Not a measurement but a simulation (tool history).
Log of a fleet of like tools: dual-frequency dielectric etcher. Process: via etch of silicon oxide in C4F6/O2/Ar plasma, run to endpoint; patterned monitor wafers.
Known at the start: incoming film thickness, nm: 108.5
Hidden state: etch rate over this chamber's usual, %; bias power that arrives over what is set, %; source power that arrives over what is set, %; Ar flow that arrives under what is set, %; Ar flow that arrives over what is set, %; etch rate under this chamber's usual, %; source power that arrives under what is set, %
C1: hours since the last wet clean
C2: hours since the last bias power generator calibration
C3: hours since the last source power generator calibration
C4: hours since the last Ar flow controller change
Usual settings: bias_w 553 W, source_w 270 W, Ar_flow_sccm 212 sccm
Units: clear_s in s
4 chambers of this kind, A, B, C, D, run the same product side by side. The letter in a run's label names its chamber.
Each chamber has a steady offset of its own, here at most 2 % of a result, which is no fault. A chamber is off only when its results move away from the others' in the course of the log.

Run 1D, hour 14.4: usual settings; C1 55.3; C2 1266.8; C3 3643; C4 2222.6. Result: clear_s 25.362 s.
Run 2B, hour 22.7: usual settings; C1 162.8; C2 1559; C3 434.8; C4 1003.2. Result: clear_s 24.944 s.
At hour 30.6: chamber B: bias power generator calibrated.
Run 3C, hour 33.4: usual settings; C1 215.8; C2 334; C3 398.4; C4 3525.4. Result: clear_s 25.465 s.
Run 4A, hour 40.9: usual settings; C1 437.6; C2 2121.8; C3 1702.6; C4 728.9. Result: clear_s 25.635 s.
Run 5D, hour 47.3: usual settings; C1 88.2; C2 1299.7; C3 3675.9; C4 2255.5. Result: clear_s 25.373 s.
Run 6A, hour 59.3: usual settings; C1 456; C2 2140.2; C3 1721; C4 747.3. Result: clear_s 25.521 s.
Run 7B, hour 69: usual settings; C1 209.1; C2 38.5; C3 481.1; C4 1049.5. Result: clear_s 25.096 s.
Run 8C, hour 78.8: usual settings but Ar_flow_sccm 228 sccm; C1 261.2; C2 379.4; C3 443.8; C4 3570.8. Result: clear_s 25.733 s.
Run 9D, hour 88.5: usual settings but Ar_flow_sccm 228 sccm; C1 129.4; C2 1340.9; C3 3717.1; C4 2296.7. Result: clear_s 25.718 s.
Run 10B, hour 97.6: usual settings but Ar_flow_sccm 228 sccm; C1 237.7; C2 67.1; C3 509.7; C4 1078.1. Result: clear_s 25.242 s.
Run 11A, hour 107.2: usual settings but Ar_flow_sccm 228 sccm; C1 503.9; C2 2188.1; C3 1768.9; C4 795.2. Result: clear_s 25.813 s.
Run 12C, hour 113.6: usual settings but Ar_flow_sccm 162 sccm; C1 296; C2 414.2; C3 478.6; C4 3605.6. Result: clear_s 24.757 s.
Run 13A, hour 126.9: usual settings but Ar_flow_sccm 162 sccm; C1 523.6; C2 2207.8; C3 1788.6; C4 814.9. Result: clear_s 24.801 s.
Run 14D, hour 135.5: usual settings but Ar_flow_sccm 162 sccm; C1 176.4; C2 1387.9; C3 3764.1; C4 2343.7. Result: clear_s 24.658 s.
Run 15C, hour 142.3: usual settings but Ar_flow_sccm 162 sccm; C1 324.7; C2 442.9; C3 507.3; C4 3634.3. Result: clear_s 24.638 s.
Run 16B, hour 152.3: usual settings; C1 292.4; C2 121.8; C3 564.4; C4 1132.8. Result: clear_s 24.915 s.
Run 17A, hour 162.7: usual settings; C1 559.4; C2 2243.6; C3 1824.4; C4 850.7. Result: clear_s 25.57 s.
Run 18C, hour 173.6: usual settings; C1 356; C2 474.2; C3 538.6; C4 3665.6. Result: clear_s 25.428 s.
Run 19D, hour 181.8: usual settings but source_w 240 W; C1 222.7; C2 1434.2; C3 3810.4; C4 2390. Result: clear_s 26.463 s.
Run 20B, hour 194.1: usual settings but source_w 240 W; C1 334.2; C2 163.6; C3 606.2; C4 1174.6. Result: clear_s 26.13 s.
Run 21B, hour 206.1: usual settings but source_w 240 W; C1 346.2; C2 175.6; C3 618.2; C4 1186.6. Result: clear_s 25.945 s.
Run 22A, hour 219.8: usual settings but source_w 240 W; C1 616.5; C2 2300.7; C3 1881.5; C4 907.8. Result: clear_s 26.704 s.
Run 23C, hour 226.6: usual settings; C1 409; C2 527.2; C3 591.6; C4 3718.6. Result: clear_s 25.415 s.
Run 24D, hour 236.6: usual settings; C1 277.5; C2 1489; C3 3865.2; C4 2444.8. Result: clear_s 25.385 s.
Run 25C, hour 250.3: usual settings; C1 432.7; C2 550.9; C3 615.3; C4 3742.3. Result: clear_s 25.367 s.
Run 26B, hour 265: usual settings; C1 405.1; C2 234.5; C3 677.1; C4 1245.5. Result: clear_s 24.702 s.
Run 27A, hour 273.7: usual settings; C1 670.4; C2 2354.6; C3 1935.4; C4 961.7. Result: clear_s 25.243 s.
Run 28D, hour 286.6: usual settings; C1 327.5; C2 1539; C3 3915.2; C4 2494.8. Result: clear_s 25.42 s.
At hour 292.6: chamber A: wet clean of the chamber.
Run 29C, hour 295.1: usual settings; C1 477.5; C2 595.7; C3 660.1; C4 3787.1. Result: clear_s 25.42 s.
At hour 298.9: chamber A: bias power generator calibrated.
Run 30B, hour 307.9: usual settings; C1 448; C2 277.4; C3 720; C4 1288.4. Result: clear_s 24.601 s.
Run 31D, hour 317.9: usual settings; C1 358.8; C2 1570.3; C3 3946.5; C4 2526.1. Result: clear_s 25.562 s.
Run 32A, hour 324.9: usual settings; C1 32.4; C2 26.1; C3 1986.6; C4 1012.9. Result: clear_s 25.574 s.
Run 33D, hour 335.3: usual settings; C1 376.2; C2 1587.7; C3 3963.9; C4 2543.5. Result: clear_s 25.555 s.
Run 34B, hour 342.8: usual settings; C1 482.9; C2 312.3; C3 754.9; C4 1323.3. Result: clear_s 24.591 s.

Is one chamber off against the others, does the gauge drift, or is nothing wrong? If a chamber is off, say which, and what the likeliest cause is.

Chamber B drifts away from the others.
Cause: etch rate over this chamber's usual, % = 2.35.
The log may not tell that from: bias power that arrives over what is set, %.

Here are 4 candidates for chamber B's next run, each the usual settings with a change, their results left as question marks. Which one brings its results back in line with what the others give on the usual settings?
In line means no further than this from the other chambers' mean on the usual settings: clear_s 0.37 s
Run 35B-1, hour 353.3: usual settings but bias_w 580 W, source_w 280 W. Result: clear_s ?.
Run 35B-2, hour 353.3: usual settings but Ar_flow_sccm 191 sccm. Result: clear_s ?.
Run 35B-3, hour 353.3: usual settings but source_w 240 W. Result: clear_s ?.
Run 35B-4, hour 353.3: usual settings but bias_w 537 W. Result: clear_s ?.

The other chambers' mean on the usual settings: clear_s 25.459 s
  run  clear_s
35B-1   23.779
35B-2   24.264
35B-3   25.615
35B-4    24.82
35B-3 brings the chamber back in line.

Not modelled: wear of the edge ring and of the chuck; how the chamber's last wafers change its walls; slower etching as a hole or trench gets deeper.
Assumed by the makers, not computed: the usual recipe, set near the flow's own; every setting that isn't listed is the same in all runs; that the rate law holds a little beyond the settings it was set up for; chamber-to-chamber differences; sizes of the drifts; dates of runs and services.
